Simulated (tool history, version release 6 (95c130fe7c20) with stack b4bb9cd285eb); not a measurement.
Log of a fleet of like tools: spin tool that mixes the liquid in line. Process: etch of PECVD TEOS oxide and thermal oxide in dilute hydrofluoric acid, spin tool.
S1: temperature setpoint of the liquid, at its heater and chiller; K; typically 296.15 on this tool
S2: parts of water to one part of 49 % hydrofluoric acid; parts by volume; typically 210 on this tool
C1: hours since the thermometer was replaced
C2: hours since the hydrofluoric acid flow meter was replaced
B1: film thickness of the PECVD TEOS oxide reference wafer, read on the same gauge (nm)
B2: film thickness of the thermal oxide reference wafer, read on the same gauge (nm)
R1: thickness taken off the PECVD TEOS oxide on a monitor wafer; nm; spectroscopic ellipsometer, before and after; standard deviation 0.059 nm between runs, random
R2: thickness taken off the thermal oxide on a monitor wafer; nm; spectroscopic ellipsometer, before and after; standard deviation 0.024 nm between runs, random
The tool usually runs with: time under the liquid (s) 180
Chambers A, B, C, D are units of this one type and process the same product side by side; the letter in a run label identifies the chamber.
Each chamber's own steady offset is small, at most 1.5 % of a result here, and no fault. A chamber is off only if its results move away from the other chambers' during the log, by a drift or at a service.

run 1B hour=10.3 | S1=296.15 S2=210 time_under_the_liquid_(s)=180 | C1=741.8 C2=675.3 | B1=40.019 B2=150.05 | R1=6.1520 R2=3.7546
run 2C hour=16.5 | S1=296.15 S2=210 time_under_the_liquid_(s)=180 | C1=2801.1 C2=1015.8 | B1=40.002 B2=149.96 | R1=6.1857 R2=3.6992
run 3D hour=21.1 | S1=296.15 S2=210 time_under_the_liquid_(s)=180 | C1=406.5 C2=164.5 | B1=40.000 B2=150.02 | R1=6.2563 R2=3.6907
run 4A hour=29.1 | S1=296.15 S2=210 time_under_the_liquid_(s)=180 | C1=555.2 C2=72.5 | B1=39.935 B2=150.00 | R1=6.2814 R2=3.7634
run 5C hour=35.1 | S1=296.15 S2=170 time_under_the_liquid_(s)=145 | C1=2819.7 C2=1034.4 | B1=40.024 B2=149.99 | R1=6.2849 R2=3.8492
run 6B hour=43.6 | S1=296.15 S2=170 time_under_the_liquid_(s)=145 | C1=775.1 C2=708.6 | B1=40.003 B2=150.03 | R1=6.3707 R2=3.9142
run 7D hour=49.8 | S1=296.15 S2=170 time_under_the_liquid_(s)=145 | C1=435.2 C2=193.2 | B1=40.005 B2=150.00 | R1=6.6019 R2=3.8135
run 8A hour=59.1 | S1=296.15 S2=170 time_under_the_liquid_(s)=145 | C1=585.2 C2=102.5 | B1=40.014 B2=149.98 | R1=6.4922 R2=3.9074
run 9C hour=68.1 | S1=296.15 S2=210 time_under_the_liquid_(s)=180 | C1=2852.7 C2=1067.4 | B1=39.976 B2=150.06 | R1=6.2154 R2=3.7387
run 10A hour=73.4 | S1=296.15 S2=210 time_under_the_liquid_(s)=180 | C1=599.5 C2=116.8 | B1=40.010 B2=150.00 | R1=6.1625 R2=3.7440
run 11D hour=78.4 | S1=296.15 S2=210 time_under_the_liquid_(s)=180 | C1=463.8 C2=221.8 | B1=40.044 B2=149.97 | R1=6.3021 R2=3.6822
run 12B hour=84.8 | S1=296.15 S2=210 time_under_the_liquid_(s)=180 | C1=816.3 C2=749.8 | B1=39.946 B2=150.01 | R1=6.2752 R2=3.8445
run 13B hour=89.6 | S1=296.15 S2=210 time_under_the_liquid_(s)=180 | C1=821.1 C2=754.6 | B1=40.011 B2=149.98 | R1=6.3890 R2=3.8087
run 14A hour=94.2 | S1=300.65 S2=210 time_under_the_liquid_(s)=85 | C1=620.3 C2=137.6 | B1=39.989 B2=149.92 | R1=3.5233 R2=2.0964
run 15C hour=102.5 | S1=300.65 S2=210 time_under_the_liquid_(s)=85 | C1=2887.1 C2=1101.8 | B1=40.008 B2=150.02 | R1=3.4381 R2=2.0632
run 16D hour=108.9 | S1=300.65 S2=210 time_under_the_liquid_(s)=85 | C1=494.3 C2=252.3 | B1=40.038 B2=149.96 | R1=3.5119 R2=2.0577
run 17A hour=118.5 | S1=300.65 S2=210 time_under_the_liquid_(s)=85 | C1=644.6 C2=161.9 | B1=39.997 B2=150.02 | R1=3.4963 R2=2.0980
run 18D hour=124.2 | S1=296.15 S2=210 time_under_the_liquid_(s)=270 | C1=509.6 C2=267.6 | B1=40.022 B2=150.04 | R1=9.3736 R2=5.5418
run 19C hour=131.6 | S1=296.15 S2=210 time_under_the_liquid_(s)=270 | C1=2916.2 C2=1130.9 | B1=39.958 B2=150.02 | R1=9.2484 R2=5.6135
run 20B hour=141.1 | S1=296.15 S2=210 time_under_the_liquid_(s)=270 | C1=872.6 C2=806.1 | B1=39.967 B2=149.99 | R1=9.6817 R2=5.9065
run 21C hour=149.3 | S1=296.15 S2=210 time_under_the_liquid_(s)=270 | C1=2933.9 C2=1148.6 | B1=40.005 B2=150.01 | R1=9.0795 R2=5.5892
run 22D hour=155.6 | S1=296.15 S2=210 time_under_the_liquid_(s)=180 | C1=541.0 C2=299.0 | B1=40.024 B2=150.03 | R1=6.3659 R2=3.7149
run 23B hour=163.8 | S1=296.15 S2=210 time_under_the_liquid_(s)=180 | C1=895.3 C2=828.8 | B1=40.006 B2=149.95 | R1=6.5419 R2=3.9628
-- hour=168.7 chamber C: thermometer replaced
run 24A hour=172.4 | S1=296.15 S2=210 time_under_the_liquid_(s)=180 | C1=698.5 C2=215.8 | B1=40.013 B2=150.00 | R1=6.3313 R2=3.7659
run 25A hour=181.8 | S1=296.15 S2=210 time_under_the_liquid_(s)=180 | C1=707.9 C2=225.2 | B1=40.011 B2=150.00 | R1=6.3365 R2=3.7628
run 26D hour=189.6 | S1=296.15 S2=210 time_under_the_liquid_(s)=180 | C1=575.0 C2=333.0 | B1=39.973 B2=150.01 | R1=6.3476 R2=3.6801
run 27B hour=194.1 | S1=296.15 S2=210 time_under_the_liquid_(s)=180 | C1=925.6 C2=859.1 | B1=40.004 B2=150.02 | R1=6.7319 R2=4.0493
run 28C hour=201.7 | S1=296.15 S2=210 time_under_the_liquid_(s)=180 | C1=33.1 C2=1201.0 | B1=39.957 B2=150.02 | R1=6.1678 R2=3.7447
run 29C hour=208.2 | S1=293.65 S2=165 time_under_the_liquid_(s)=180 | C1=39.6 C2=1207.5 | B1=40.022 B2=150.02 | R1=7.4115 R2=4.5390
run 30A hour=216.8 | S1=293.65 S2=165 time_under_the_liquid_(s)=180 | C1=742.9 C2=260.2 | B1=40.002 B2=149.95 | R1=7.7013 R2=4.6331
run 31D hour=221.4 | S1=293.65 S2=165 time_under_the_liquid_(s)=180 | C1=606.8 C2=364.8 | B1=39.965 B2=149.98 | R1=7.5609 R2=4.4959
run 32B hour=226.2 | S1=293.65 S2=165 time_under_the_liquid_(s)=180 | C1=957.7 C2=891.2 | B1=40.019 B2=150.05 | R1=8.1117 R2=4.9686
run 33A hour=231.5 | S1=296.15 S2=210 time_under_the_liquid_(s)=180 | C1=757.6 C2=274.9 | B1=40.018 B2=150.00 | R1=6.1874 R2=3.7650
run 34B hour=240.0 | S1=296.15 S2=210 time_under_the_liquid_(s)=180 | C1=971.5 C2=905.0 | B1=40.045 B2=150.01 | R1=6.8206 R2=4.1377
run 35C hour=246.2 | S1=296.15 S2=210 time_under_the_liquid_(s)=180 | C1=77.6 C2=1245.5 | B1=39.988 B2=150.00 | R1=6.1393 R2=3.7756
run 36D hour=252.0 | S1=296.15 S2=210 time_under_the_liquid_(s)=180 | C1=637.4 C2=395.4 | B1=39.990 B2=150.02 | R1=6.2774 R2=3.7039
run 37B hour=256.6 | S1=296.15 S2=210 time_under_the_liquid_(s)=180 | C1=988.1 C2=921.6 | B1=40.023 B2=150.03 | R1=6.9143 R2=4.1524
run 38C hour=262.4 | S1=296.15 S2=210 time_under_the_liquid_(s)=180 | C1=93.8 C2=1261.7 | B1=39.995 B2=149.93 | R1=6.1863 R2=3.7014
run 39D hour=270.7 | S1=296.15 S2=210 time_under_the_liquid_(s)=180 | C1=656.1 C2=414.1 | B1=40.008 B2=149.97 | R1=6.2533 R2=3.7313

The same settings go to every chamber for the next run, one line per chamber below. Forecast the results for each:
run 40A hour=278.0 | S1=300.15 S2=210 time_under_the_liquid_(s)=180 | R1=? R2=?
run 40B hour=278.0 | S1=300.15 S2=210 time_under_the_liquid_(s)=180 | R1=? R2=?
run 40C hour=278.0 | S1=300.15 S2=210 time_under_the_liquid_(s)=180 | R1=? R2=?
run 40D hour=278.0 | S1=300.15 S2=210 time_under_the_liquid_(s)=180 | R1=? R2=?

run=40A R1=7.1269 R2=4.3814
run=40B R1=8.1740 R2=4.8774
run=40C R1=7.1493 R2=4.3152
run=40D R1=7.2500 R2=4.3026
